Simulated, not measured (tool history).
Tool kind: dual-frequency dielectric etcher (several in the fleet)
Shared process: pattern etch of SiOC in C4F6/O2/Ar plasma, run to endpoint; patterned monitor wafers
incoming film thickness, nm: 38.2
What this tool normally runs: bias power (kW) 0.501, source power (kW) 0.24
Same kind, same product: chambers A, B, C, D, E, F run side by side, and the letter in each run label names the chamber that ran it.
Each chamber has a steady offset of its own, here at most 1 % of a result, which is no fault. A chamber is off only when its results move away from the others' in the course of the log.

run	day	bias power (kW)	source power (kW)	endpoint time (s)
1A	0.188	0.501	0.24	15.418
2C	0.362	0.501	0.24	15.626
3B	0.533	0.501	0.24	15.455
4D	0.708	0.501	0.24	15.525
5E	0.879	0.501	0.24	15.459
6F	0.996	0.501	0.24	15.444
7C	1.121	0.425	0.29	15.568
8B	1.275	0.425	0.29	15.247
9E	1.438	0.425	0.29	15.397
10A	1.612	0.425	0.29	15.104
11F	1.725	0.425	0.29	15.496
# day 1.804: chamber D: wet clean of the chamber
12D	1.808	0.425	0.29	15.257
13B	1.929	0.445	0.27	15.453
14D	2.033	0.445	0.27	15.515
15C	2.217	0.445	0.27	15.503
16A	2.308	0.445	0.27	15.414
17F	2.475	0.445	0.27	15.484
18E	2.658	0.445	0.27	15.414
# day 2.738: chamber C: wet clean of the chamber
19F	2.821	0.501	0.24	15.531
20C	2.933	0.501	0.24	15.468
21D	3.096	0.501	0.24	15.38
22E	3.2	0.501	0.24	15.419
23A	3.288	0.501	0.24	15.469
24B	3.45	0.501	0.24	15.236
25A	3.542	0.501	0.24	15.478
26F	3.662	0.501	0.24	15.393
# day 3.75: chamber F: wet clean of the chamber
27B	3.804	0.458	0.24	15.95
28D	3.967	0.458	0.24	16.022
29C	4.138	0.458	0.24	16.043
30E	4.25	0.458	0.24	15.643
31B	4.421	0.458	0.24	15.912
32D	4.542	0.458	0.24	15.847
33E	4.633	0.399	0.24	16.359
34C	4.767	0.399	0.24	17.158
35A	4.929	0.399	0.24	16.844
36F	5.038	0.399	0.24	16.837
37E	5.188	0.399	0.24	16.413
38B	5.329	0.399	0.24	16.72
39A	5.496	0.501	0.24	15.418
40C	5.654	0.501	0.24	15.628
41F	5.817	0.389	0.22	17.551

Read the log: is a single chamber off, either drifting away or since a service, is the gauge that measures every chamber drifting, or is nothing wrong beyond small per-chamber offsets? Name any odd chamber and what most likely caused it.

Little by little, chamber E moves away from the other chambers.
Cause: etch rate over this chamber's usual, % = 4.66.

Here are 4 candidates for chamber E's next run, each the usual settings with a change, their results left as question marks. Which one brings its results back in line with what the others give on the usual settings?
A result is in line if it is within this distance of the other chambers' mean on the usual settings: endpoint time (s) 0.27
42E-1	5.954	0.475	0.23	?
42E-2	5.954	0.55	0.24	?
42E-3	5.954	0.454	0.22	?
42E-4	5.954	0.548	0.26	?

Average result of the remaining chambers running the usual settings: endpoint time (s) 15.468
run	endpoint time (s)
42E-1	15.373
42E-2	14.303
42E-3	15.898
42E-4	13.912
With 42E-1, the chamber falls back in line with the rest.

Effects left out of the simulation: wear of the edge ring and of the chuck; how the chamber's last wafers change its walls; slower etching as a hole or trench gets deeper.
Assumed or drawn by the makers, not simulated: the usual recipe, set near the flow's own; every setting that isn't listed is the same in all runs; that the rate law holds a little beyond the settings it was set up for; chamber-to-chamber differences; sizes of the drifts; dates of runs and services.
